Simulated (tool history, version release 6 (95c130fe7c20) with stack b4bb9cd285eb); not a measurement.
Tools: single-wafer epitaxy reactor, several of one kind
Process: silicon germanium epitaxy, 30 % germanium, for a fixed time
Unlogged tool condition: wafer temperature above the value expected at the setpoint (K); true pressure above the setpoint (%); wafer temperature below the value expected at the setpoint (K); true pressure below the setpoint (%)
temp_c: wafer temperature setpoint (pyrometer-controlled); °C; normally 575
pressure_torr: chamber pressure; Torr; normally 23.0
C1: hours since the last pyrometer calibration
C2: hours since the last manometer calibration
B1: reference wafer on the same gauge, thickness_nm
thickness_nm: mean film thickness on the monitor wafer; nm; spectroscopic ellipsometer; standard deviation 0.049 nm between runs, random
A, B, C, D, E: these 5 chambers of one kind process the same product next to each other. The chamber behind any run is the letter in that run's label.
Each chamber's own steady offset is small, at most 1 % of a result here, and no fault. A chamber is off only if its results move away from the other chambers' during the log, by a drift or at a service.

{"run": "1E", "day": 0.208, "temp_c": 575, "pressure_torr": 23.0, "C1": 549.6, "C2": 90.4, "B1": 34.202, "thickness_nm": 39.014}
{"run": "2C", "day": 0.55, "temp_c": 575, "pressure_torr": 23.0, "C1": 635.5, "C2": 679.0, "B1": 34.184, "thickness_nm": 38.921}
{"run": "3A", "day": 0.812, "temp_c": 575, "pressure_torr": 23.0, "C1": 265.4, "C2": 197.4, "B1": 34.188, "thickness_nm": 38.828}
{"run": "4B", "day": 1.121, "temp_c": 575, "pressure_torr": 23.0, "C1": 628.5, "C2": 574.4, "B1": 34.176, "thickness_nm": 38.927}
{"run": "5D", "day": 1.379, "temp_c": 575, "pressure_torr": 23.0, "C1": 251.9, "C2": 795.0, "B1": 34.182, "thickness_nm": 39.369}
{"run": "6D", "day": 1.554, "temp_c": 575, "pressure_torr": 23.0, "C1": 256.1, "C2": 799.2, "B1": 34.161, "thickness_nm": 39.201}
{"run": "7B", "day": 1.796, "temp_c": 575, "pressure_torr": 23.0, "C1": 644.7, "C2": 590.6, "B1": 34.169, "thickness_nm": 38.974}
{"run": "8E", "day": 2.133, "temp_c": 575, "pressure_torr": 23.0, "C1": 595.8, "C2": 136.6, "B1": 34.153, "thickness_nm": 38.969}
{"run": "9A", "day": 2.4, "temp_c": 575, "pressure_torr": 23.0, "C1": 303.5, "C2": 235.5, "B1": 34.161, "thickness_nm": 38.732}
{"run": "10C", "day": 2.612, "temp_c": 575, "pressure_torr": 23.0, "C1": 685.0, "C2": 728.5, "B1": 34.14, "thickness_nm": 38.82}
{"run": "11B", "day": 2.829, "temp_c": 565, "pressure_torr": 18.3, "C1": 669.5, "C2": 615.4, "B1": 34.142, "thickness_nm": 29.136}
{"run": "12C", "day": 3.012, "temp_c": 565, "pressure_torr": 18.3, "C1": 694.6, "C2": 738.1, "B1": 34.131, "thickness_nm": 29.165}
{"run": "13D", "day": 3.221, "temp_c": 565, "pressure_torr": 18.3, "C1": 296.1, "C2": 839.2, "B1": 34.129, "thickness_nm": 29.277}
{"run": "14A", "day": 3.504, "temp_c": 565, "pressure_torr": 18.3, "C1": 330.0, "C2": 262.0, "B1": 34.137, "thickness_nm": 29.069}
{"run": "15E", "day": 3.804, "temp_c": 565, "pressure_torr": 18.3, "C1": 635.9, "C2": 176.7, "B1": 34.131, "thickness_nm": 29.241}
{"run": "16B", "day": 4.1, "temp_c": 575, "pressure_torr": 23.0, "C1": 700.0, "C2": 645.9, "B1": 34.126, "thickness_nm": 38.94}
{"run": "17D", "day": 4.454, "temp_c": 575, "pressure_torr": 23.0, "C1": 325.7, "C2": 868.8, "B1": 34.119, "thickness_nm": 39.193}
{"run": "18C", "day": 4.658, "temp_c": 575, "pressure_torr": 23.0, "C1": 734.1, "C2": 777.6, "B1": 34.113, "thickness_nm": 38.855}
{"run": "19A", "day": 4.896, "temp_c": 575, "pressure_torr": 23.0, "C1": 363.4, "C2": 295.4, "B1": 34.101, "thickness_nm": 38.709}
{"run": "20E", "day": 5.258, "temp_c": 575, "pressure_torr": 23.0, "C1": 670.8, "C2": 211.6, "B1": 34.095, "thickness_nm": 38.866}
{"run": "21E", "day": 5.625, "temp_c": 575, "pressure_torr": 23.0, "C1": 679.6, "C2": 220.4, "B1": 34.098, "thickness_nm": 39.008}
{"run": "22D", "day": 5.879, "temp_c": 575, "pressure_torr": 23.0, "C1": 359.9, "C2": 903.0, "B1": 34.087, "thickness_nm": 39.222}
{"run": "23C", "day": 6.229, "temp_c": 564, "pressure_torr": 20.9, "C1": 771.8, "C2": 815.3, "B1": 34.072, "thickness_nm": 30.093}
{"run": "24B", "day": 6.442, "temp_c": 564, "pressure_torr": 20.9, "C1": 756.2, "C2": 702.1, "B1": 34.078, "thickness_nm": 30.107}
{"run": "25A", "day": 6.712, "temp_c": 564, "pressure_torr": 20.9, "C1": 407.0, "C2": 339.0, "B1": 34.07, "thickness_nm": 29.981}
{"run": "26C", "day": 6.979, "temp_c": 564, "pressure_torr": 20.9, "C1": 789.8, "C2": 833.3, "B1": 34.064, "thickness_nm": 30.152}
{"run": "27E", "day": 7.288, "temp_c": 564, "pressure_torr": 20.9, "C1": 719.5, "C2": 260.3, "B1": 34.054, "thickness_nm": 30.166}
{"run": "28D", "day": 7.608, "temp_c": 575, "pressure_torr": 23.0, "C1": 401.4, "C2": 944.5, "B1": 34.064, "thickness_nm": 39.028}
{"run": "29A", "day": 7.846, "temp_c": 575, "pressure_torr": 23.0, "C1": 434.2, "C2": 366.2, "B1": 34.056, "thickness_nm": 38.645}
{"run": "30B", "day": 8.054, "temp_c": 575, "pressure_torr": 23.0, "C1": 794.9, "C2": 740.8, "B1": 34.045, "thickness_nm": 38.911}
{"run": "31E", "day": 8.242, "temp_c": 575, "pressure_torr": 23.0, "C1": 742.4, "C2": 283.2, "B1": 34.041, "thickness_nm": 38.814}
{"run": "32B", "day": 8.4, "temp_c": 575, "pressure_torr": 23.0, "C1": 803.2, "C2": 749.1, "B1": 34.035, "thickness_nm": 38.891}
{"run": "33A", "day": 8.608, "temp_c": 575, "pressure_torr": 23.0, "C1": 452.5, "C2": 384.5, "B1": 34.03, "thickness_nm": 38.649}
{"run": "34C", "day": 8.938, "temp_c": 575, "pressure_torr": 25.8, "C1": 836.8, "C2": 880.3, "B1": 34.019, "thickness_nm": 40.569}

What goes on in this fleet: one chamber off, a drifting gauge, or nothing beyond the chambers' own small offsets? Name the chamber and the cause, if any.

None of the chambers is off. What moves is the gauge, dragging all their readings along together.
Cause: gauge reads low (%) = 0.522.
